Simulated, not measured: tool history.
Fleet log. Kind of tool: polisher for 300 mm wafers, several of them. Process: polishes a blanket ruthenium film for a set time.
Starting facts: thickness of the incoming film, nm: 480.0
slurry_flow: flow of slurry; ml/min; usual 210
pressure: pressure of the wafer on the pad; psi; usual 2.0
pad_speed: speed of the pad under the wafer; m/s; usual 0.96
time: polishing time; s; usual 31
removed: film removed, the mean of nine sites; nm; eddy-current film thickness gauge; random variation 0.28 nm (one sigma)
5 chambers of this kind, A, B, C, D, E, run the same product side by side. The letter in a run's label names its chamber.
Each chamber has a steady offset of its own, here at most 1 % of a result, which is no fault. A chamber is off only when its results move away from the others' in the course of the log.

run,hour,slurry_flow,pressure,pad_speed,time,wafers polished on this pad,hours since the slurry nozzle was cleaned,hours since the head pressure was calibrated,removed
# hour 2.9: chamber A: worn pad replaced by a new one
1A,5.6,210,2.0,0.96,31,35,600.4,930.7,28.717
2B,10.0,210,2.0,0.96,31,956,241.9,688.3,28.934
# hour 11.2: chamber B: worn pad replaced by a new one
3E,15.7,210,2.0,0.96,31,281,490.1,332.3,28.989
4C,19.6,210,2.0,0.96,31,638,43.5,1202.6,28.937
5D,23.5,210,2.0,0.96,31,681,718.1,147.5,28.900
6A,27.9,210,2.0,0.96,31,316,622.7,953.0,29.261
# hour 29.8: chamber C: head pressure recalibrated
7C,30.4,210,2.0,0.96,31,775,54.3,0.6,28.683
8D,35.9,280,2.0,0.96,31,838,730.5,159.9,30.262
# hour 40.5: chamber A: slurry nozzle cleaned
9B,40.5,280,2.0,0.96,31,370,272.4,718.8,30.125
10E,45.3,280,2.0,0.96,31,655,519.7,361.9,29.705
# hour 47.1: chamber C: worn pad replaced by a new one
11C,47.9,280,2.0,0.96,31,10,71.8,18.1,29.469
# hour 48.8: chamber D: worn pad replaced by a new one
12E,53.1,280,2.0,0.96,31,753,527.5,369.7,29.880
13A,57.1,210,2.0,0.96,31,685,16.7,982.2,29.000
14B,60.6,140,2.0,1.16,31,624,292.5,738.9,32.971
15D,63.9,140,2.0,1.16,31,191,758.5,187.9,33.137
16D,69.1,140,2.0,1.16,31,257,763.7,193.1,32.779
# hour 69.8: chamber E: slurry nozzle cleaned
17E,73.6,140,2.0,1.16,31,1012,3.8,390.2,32.428
# hour 74.9: chamber D: slurry nozzle cleaned
18B,76.3,140,2.0,1.16,31,823,308.2,754.6,33.149
19C,80.0,210,2.0,0.96,31,415,103.9,50.2,29.280
# hour 82.7: chamber B: slurry nozzle cleaned
# hour 83.3: chamber E: worn pad replaced by a new one
20A,83.7,210,2.0,0.96,31,1021,43.3,1008.8,28.982
21E,89.0,210,2.4,0.96,36,72,19.2,405.6,40.750
# hour 89.2: chamber A: worn pad replaced by a new one
22D,92.8,210,2.4,0.96,36,556,17.9,216.8,40.982
23B,97.8,210,2.4,0.96,36,1094,15.2,776.1,40.520
# hour 103.3: chamber B: worn pad replaced by a new one
24C,103.5,210,2.4,0.96,36,712,127.4,73.7,39.943
25A,106.5,210,2.4,0.96,36,218,66.1,1031.6,40.286
26D,110.7,210,2.0,0.96,31,782,35.8,234.7,29.087
27C,114.7,210,2.0,0.96,31,854,138.6,84.9,29.343
# hour 115.1: chamber C: worn pad replaced by a new one
28B,119.9,210,2.3,0.96,31,209,37.3,798.2,32.675
29A,125.3,210,2.3,0.96,31,456,84.9,1050.4,33.130
# hour 127.4: chamber D: worn pad replaced by a new one
30E,130.8,210,2.3,0.96,31,600,61.0,447.4,33.511
31B,134.8,210,2.3,0.96,31,398,52.2,813.1,33.217
32A,138.9,210,2.3,0.96,31,628,98.5,1064.0,33.799
33D,142.3,210,2.0,0.96,31,188,67.4,266.3,29.115
34E,145.7,210,2.0,0.96,31,788,75.9,462.3,28.524
35C,151.3,210,2.0,0.96,31,458,175.2,121.5,29.255
# hour 154.3: chamber B: head pressure recalibrated
36A,155.3,210,2.0,0.96,31,835,114.9,1080.4,28.995
# hour 156.5: chamber E: worn pad replaced by a new one
37B,160.0,210,2.0,0.96,31,716,77.4,5.7,29.634
38D,164.4,210,2.0,0.96,31,467,89.5,288.4,29.198
39E,169.6,210,2.0,0.96,31,165,99.8,486.2,29.242
40C,174.6,210,2.0,0.96,31,752,198.5,144.8,28.728
41B,178.9,210,2.0,0.96,31,955,96.3,24.6,29.571
42E,184.6,210,2.0,0.96,31,355,114.8,501.2,29.415

Next, all 5 chambers run the settings below, one line each with question marks for the results. What does each chamber give?
43A,188.7,210,2.0,0.96,31,,,,?
43B,188.7,210,2.0,0.96,31,,,,?
43C,188.7,210,2.0,0.96,31,,,,?
43D,188.7,210,2.0,0.96,31,,,,?
43E,188.7,210,2.0,0.96,31,,,,?

run,removed
43A,28.923
43B,29.581
43C,28.863
43D,29.261
43E,28.946
